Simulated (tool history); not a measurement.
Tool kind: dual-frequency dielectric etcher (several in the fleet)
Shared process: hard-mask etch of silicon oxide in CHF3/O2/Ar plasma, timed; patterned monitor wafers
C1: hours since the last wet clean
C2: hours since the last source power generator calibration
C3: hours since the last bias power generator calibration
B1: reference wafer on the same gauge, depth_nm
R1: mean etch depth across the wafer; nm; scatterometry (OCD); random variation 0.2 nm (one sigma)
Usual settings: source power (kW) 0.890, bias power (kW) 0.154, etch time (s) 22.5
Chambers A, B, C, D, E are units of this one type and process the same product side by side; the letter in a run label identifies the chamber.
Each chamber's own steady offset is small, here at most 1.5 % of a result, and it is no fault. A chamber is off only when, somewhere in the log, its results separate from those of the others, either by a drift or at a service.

run 1A hour=6.0 | source_power_(kW)=0.890 bias_power_(kW)=0.154 etch_time_(s)=22.5 | C1=406.4 C2=2290.8 C3=1978.3 | B1=52.104 | R1=49.474
run 2B hour=12.1 | source_power_(kW)=0.890 bias_power_(kW)=0.154 etch_time_(s)=22.5 | C1=226.3 C2=1374.0 C3=3348.7 | B1=52.121 | R1=48.981
run 3C hour=23.6 | source_power_(kW)=0.890 bias_power_(kW)=0.154 etch_time_(s)=22.5 | C1=107.2 C2=2502.4 C3=1562.9 | B1=52.094 | R1=48.746
run 4D hour=34.5 | source_power_(kW)=0.890 bias_power_(kW)=0.154 etch_time_(s)=22.5 | C1=369.0 C2=3571.2 C3=168.6 | B1=52.096 | R1=49.262
run 5E hour=41.5 | source_power_(kW)=1.080 bias_power_(kW)=0.154 etch_time_(s)=17.0 | C1=273.0 C2=1907.8 C3=1003.2 | B1=52.089 | R1=40.576
run 6B hour=52.8 | source_power_(kW)=1.080 bias_power_(kW)=0.154 etch_time_(s)=17.0 | C1=267.0 C2=1414.7 C3=3389.4 | B1=52.046 | R1=39.910
run 7E hour=61.8 | source_power_(kW)=1.080 bias_power_(kW)=0.154 etch_time_(s)=17.0 | C1=293.3 C2=1928.1 C3=1023.5 | B1=52.085 | R1=40.603
run 8A hour=74.0 | source_power_(kW)=1.080 bias_power_(kW)=0.154 etch_time_(s)=17.0 | C1=474.4 C2=2358.8 C3=2046.3 | B1=52.071 | R1=40.393
run 9D hour=82.1 | source_power_(kW)=1.080 bias_power_(kW)=0.154 etch_time_(s)=17.0 | C1=416.6 C2=3618.8 C3=216.2 | B1=52.074 | R1=40.120
run 10C hour=93.8 | source_power_(kW)=0.890 bias_power_(kW)=0.154 etch_time_(s)=22.5 | C1=177.4 C2=2572.6 C3=1633.1 | B1=52.117 | R1=48.581
run 11B hour=100.7 | source_power_(kW)=0.890 bias_power_(kW)=0.154 etch_time_(s)=22.5 | C1=314.9 C2=1462.6 C3=3437.3 | B1=52.076 | R1=49.169
run 12C hour=111.2 | source_power_(kW)=0.890 bias_power_(kW)=0.191 etch_time_(s)=28.5 | C1=194.8 C2=2590.0 C3=1650.5 | B1=52.116 | R1=66.645
run 13D hour=118.0 | source_power_(kW)=0.890 bias_power_(kW)=0.191 etch_time_(s)=28.5 | C1=452.5 C2=3654.7 C3=252.1 | B1=52.095 | R1=66.912
run 14E hour=129.9 | source_power_(kW)=0.890 bias_power_(kW)=0.191 etch_time_(s)=28.5 | C1=361.4 C2=1996.2 C3=1091.6 | B1=52.074 | R1=67.878
run 15A hour=140.5 | source_power_(kW)=0.890 bias_power_(kW)=0.191 etch_time_(s)=28.5 | C1=540.9 C2=2425.3 C3=2112.8 | B1=52.118 | R1=67.321
-- hour=146.4 chamber A: source power generator calibrated
run 16A hour=149.8 | source_power_(kW)=0.890 bias_power_(kW)=0.191 etch_time_(s)=28.5 | C1=550.2 C2=3.5 C3=2122.1 | B1=52.124 | R1=67.727
-- hour=160.3 chamber D: wet clean of the chamber
run 17B hour=160.5 | source_power_(kW)=0.890 bias_power_(kW)=0.154 etch_time_(s)=22.5 | C1=374.7 C2=1522.4 C3=3497.1 | B1=52.108 | R1=48.927
run 18D hour=166.0 | source_power_(kW)=1.030 bias_power_(kW)=0.137 etch_time_(s)=22.5 | C1=5.8 C2=3702.7 C3=300.1 | B1=52.182 | R1=48.214
run 19E hour=172.6 | source_power_(kW)=1.030 bias_power_(kW)=0.137 etch_time_(s)=22.5 | C1=404.1 C2=2038.9 C3=1134.3 | B1=52.096 | R1=50.951
run 20C hour=184.1 | source_power_(kW)=1.030 bias_power_(kW)=0.137 etch_time_(s)=22.5 | C1=267.7 C2=2662.9 C3=1723.4 | B1=52.086 | R1=49.950
-- hour=186.7 chamber A: wet clean of the chamber
run 21D hour=192.5 | source_power_(kW)=1.030 bias_power_(kW)=0.137 etch_time_(s)=22.5 | C1=32.3 C2=3729.2 C3=326.6 | B1=52.121 | R1=48.307
run 22B hour=204.7 | source_power_(kW)=1.030 bias_power_(kW)=0.137 etch_time_(s)=22.5 | C1=418.9 C2=1566.6 C3=3541.3 | B1=52.117 | R1=49.925
run 23C hour=215.6 | source_power_(kW)=1.080 bias_power_(kW)=0.188 etch_time_(s)=22.5 | C1=299.2 C2=2694.4 C3=1754.9 | B1=52.072 | R1=55.988
run 24A hour=226.3 | source_power_(kW)=1.080 bias_power_(kW)=0.188 etch_time_(s)=22.5 | C1=39.6 C2=80.0 C3=2198.6 | B1=52.060 | R1=57.106
run 25E hour=234.6 | source_power_(kW)=1.080 bias_power_(kW)=0.188 etch_time_(s)=22.5 | C1=466.1 C2=2100.9 C3=1196.3 | B1=52.075 | R1=57.342
-- hour=240.4 chamber B: wet clean of the chamber
run 26D hour=241.4 | source_power_(kW)=1.080 bias_power_(kW)=0.188 etch_time_(s)=22.5 | C1=81.2 C2=3778.1 C3=375.5 | B1=52.101 | R1=54.370
run 27A hour=246.8 | source_power_(kW)=1.080 bias_power_(kW)=0.188 etch_time_(s)=22.5 | C1=60.1 C2=100.5 C3=2219.1 | B1=52.098 | R1=56.906
-- hour=250.9 chamber E: wet clean of the chamber
run 28E hour=252.7 | source_power_(kW)=0.890 bias_power_(kW)=0.154 etch_time_(s)=22.5 | C1=1.9 C2=2119.0 C3=1214.4 | B1=52.094 | R1=49.770
run 29C hour=263.0 | source_power_(kW)=0.890 bias_power_(kW)=0.154 etch_time_(s)=22.5 | C1=346.6 C2=2741.8 C3=1802.3 | B1=52.100 | R1=49.055
run 30B hour=273.6 | source_power_(kW)=0.890 bias_power_(kW)=0.154 etch_time_(s)=16.5 | C1=33.2 C2=1635.5 C3=3610.2 | B1=52.042 | R1=36.054
run 31D hour=281.1 | source_power_(kW)=0.890 bias_power_(kW)=0.154 etch_time_(s)=16.5 | C1=120.9 C2=3817.8 C3=415.2 | B1=52.096 | R1=34.769
run 32A hour=292.2 | source_power_(kW)=0.890 bias_power_(kW)=0.154 etch_time_(s)=16.5 | C1=105.5 C2=145.9 C3=2264.5 | B1=52.141 | R1=36.561
run 33B hour=302.3 | source_power_(kW)=0.890 bias_power_(kW)=0.154 etch_time_(s)=16.5 | C1=61.9 C2=1664.2 C3=3638.9 | B1=52.077 | R1=36.020
run 34E hour=313.1 | source_power_(kW)=0.890 bias_power_(kW)=0.154 etch_time_(s)=16.5 | C1=62.3 C2=2179.4 C3=1274.8 | B1=52.138 | R1=36.395
run 35C hour=323.1 | source_power_(kW)=0.890 bias_power_(kW)=0.154 etch_time_(s)=22.5 | C1=406.7 C2=2801.9 C3=1862.4 | B1=52.088 | R1=49.036
run 36E hour=335.2 | source_power_(kW)=0.890 bias_power_(kW)=0.154 etch_time_(s)=22.5 | C1=84.4 C2=2201.5 C3=1296.9 | B1=52.054 | R1=49.662
run 37A hour=345.5 | source_power_(kW)=0.890 bias_power_(kW)=0.154 etch_time_(s)=22.5 | C1=158.8 C2=199.2 C3=2317.8 | B1=52.066 | R1=49.682

Read the log: is a single chamber off, either drifting away or since a service, is the gauge that measures every chamber drifting, or is nothing wrong beyond small per-chamber offsets? Name any odd chamber and what most likely caused it.

Chamber D has stood off from the others ever since a service on it.
Cause: etch rate under this chamber's usual, % = 4.1.

Below are 4 candidate recipes for chamber D's next run, each the usual settings with a change, their results shown as question marks. Which of them brings D's results back in line with what the other chambers give on the usual settings?
In line means no further than this from the other chambers' mean on the usual settings: R1 0.700 nm
run 38D-1 hour=354.5 | source_power_(kW)=0.990 bias_power_(kW)=0.154 etch_time_(s)=22.5 | R1=?
run 38D-2 hour=354.5 | source_power_(kW)=0.890 bias_power_(kW)=0.120 etch_time_(s)=22.5 | R1=?
run 38D-3 hour=354.5 | source_power_(kW)=0.890 bias_power_(kW)=0.133 etch_time_(s)=22.5 | R1=?
run 38D-4 hour=354.5 | source_power_(kW)=1.000 bias_power_(kW)=0.170 etch_time_(s)=22.5 | R1=?

Usual-settings mean across the other chambers: R1 49.385 nm
run=38D-1 R1=49.151
run=38D-2 R1=43.690
run=38D-3 R1=45.072
run=38D-4 R1=50.917
With 38D-1, the chamber falls back in line with the rest.
